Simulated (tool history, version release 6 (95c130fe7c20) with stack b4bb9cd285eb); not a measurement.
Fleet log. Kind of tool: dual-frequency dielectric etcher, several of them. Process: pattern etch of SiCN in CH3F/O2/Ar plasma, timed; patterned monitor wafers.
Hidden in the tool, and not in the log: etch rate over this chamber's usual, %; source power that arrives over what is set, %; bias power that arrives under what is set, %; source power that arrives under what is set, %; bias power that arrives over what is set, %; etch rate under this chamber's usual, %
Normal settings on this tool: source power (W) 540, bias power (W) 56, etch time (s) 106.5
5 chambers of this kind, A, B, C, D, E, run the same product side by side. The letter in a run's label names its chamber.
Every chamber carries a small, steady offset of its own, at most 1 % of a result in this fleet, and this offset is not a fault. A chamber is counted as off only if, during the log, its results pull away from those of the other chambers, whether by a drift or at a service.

run,hour,source power (W),bias power (W),etch time (s),hours since the last wet clean,hours since the last source power generator calibration,hours since the last bias power generator calibration,"read-back reference wafer on the same gauge, depth_nm",mean etch depth across the wafer (nm)
1D,3.6,540,56,106.5,150.7,4045.8,1078.7,45.171,41.095
2A,7.4,540,56,106.5,332.8,419.1,1592.4,45.099,41.504
3E,9.9,540,56,106.5,240.9,534.2,3359.2,45.120,40.845
4B,14.3,540,56,106.5,636.5,1416.6,971.7,45.083,41.194
# hour 14.6: chamber B: wet clean of the chamber
5C,18.5,540,56,106.5,339.5,1749.5,1772.3,45.121,41.059
6C,23.3,540,56,106.5,344.3,1754.3,1777.1,45.121,40.761
7A,25.9,540,56,106.5,351.3,437.6,1610.9,45.116,41.110
8B,28.5,540,56,106.5,14.0,1430.8,985.9,45.069,41.538
9D,33.4,540,56,106.5,180.5,4075.6,1108.5,45.098,40.943
10E,38.2,540,56,106.5,269.2,562.5,3387.5,45.106,41.040
11D,43.0,540,56,106.5,190.1,4085.2,1118.1,45.115,41.244
12A,46.8,540,56,106.5,372.2,458.5,1631.8,45.096,41.463
13C,50.5,540,56,106.5,371.5,1781.5,1804.3,45.086,40.626
14E,55.5,540,56,106.5,286.5,579.8,3404.8,45.107,40.350
15B,58.8,540,56,106.5,44.3,1461.1,1016.2,45.075,41.280
16D,61.9,540,56,106.5,209.0,4104.1,1137.0,45.058,40.966
17C,67.1,540,56,106.5,388.1,1798.1,1820.9,45.138,40.883
# hour 69.8: chamber C: wet clean of the chamber
18E,71.9,540,56,106.5,302.9,596.2,3421.2,45.123,41.319
19A,74.5,540,56,106.5,399.9,486.2,1659.5,45.119,41.209
20B,79.2,540,56,106.5,64.7,1481.5,1036.6,45.056,41.137
# hour 81.2: chamber C: bias power generator calibrated
21B,83.7,540,43,131.0,69.2,1486.0,1041.1,45.061,47.025
22E,86.6,540,43,131.0,317.6,610.9,3435.9,45.139,46.148
23A,92.0,540,43,131.0,417.4,503.7,1677.0,45.080,46.835
24C,97.2,540,43,131.0,27.4,1828.2,16.0,45.132,46.152
25D,100.0,540,43,131.0,247.1,4142.2,1175.1,45.052,46.566
26A,103.7,540,56,106.5,429.1,515.4,1688.7,45.053,41.473
27D,107.8,540,56,106.5,254.9,4150.0,1182.9,45.113,41.175
28B,113.0,540,56,106.5,98.5,1515.3,1070.4,45.102,41.286
# hour 115.6: chamber A: wet clean of the chamber
29C,117.8,470,47,106.5,48.0,1848.8,36.6,45.091,36.870
30E,121.3,470,47,106.5,352.3,645.6,3470.6,45.103,36.595
31B,124.2,470,47,106.5,109.7,1526.5,1081.6,45.107,36.843
32D,128.0,470,47,106.5,275.1,4170.2,1203.1,45.119,36.821
33A,133.4,470,47,106.5,17.9,545.1,1718.4,45.078,36.885
34C,137.8,540,62,117.5,68.0,1868.8,56.6,45.106,46.639
35E,142.8,540,62,117.5,373.8,667.1,3492.1,45.049,46.730
36E,146.9,540,62,117.5,377.9,671.2,3496.2,45.127,46.849
37A,151.6,540,62,117.5,36.1,563.3,1736.6,45.090,46.597
38D,155.3,540,62,117.5,302.4,4197.5,1230.4,45.112,47.010
39B,159.1,540,69,106.5,144.6,1561.4,1116.5,45.103,44.330
40C,162.8,540,69,106.5,93.0,1893.8,81.6,45.098,43.527
41C,167.4,540,69,106.5,97.6,1898.4,86.2,45.049,43.745
42D,170.7,540,69,106.5,317.8,4212.9,1245.8,45.096,44.382
43B,174.7,540,69,106.5,160.2,1577.0,1132.1,45.100,44.314

Next, all 5 chambers run the settings below, one line each with question marks for the results. What does each chamber give?
44A,178.6,540,56,95.5,,,,,?
44B,178.6,540,56,95.5,,,,,?
44C,178.6,540,56,95.5,,,,,?
44D,178.6,540,56,95.5,,,,,?
44E,178.6,540,56,95.5,,,,,?

run,mean etch depth across the wafer (nm)
44A,37.301
44B,37.201
44C,36.948
44D,37.117
44E,36.523

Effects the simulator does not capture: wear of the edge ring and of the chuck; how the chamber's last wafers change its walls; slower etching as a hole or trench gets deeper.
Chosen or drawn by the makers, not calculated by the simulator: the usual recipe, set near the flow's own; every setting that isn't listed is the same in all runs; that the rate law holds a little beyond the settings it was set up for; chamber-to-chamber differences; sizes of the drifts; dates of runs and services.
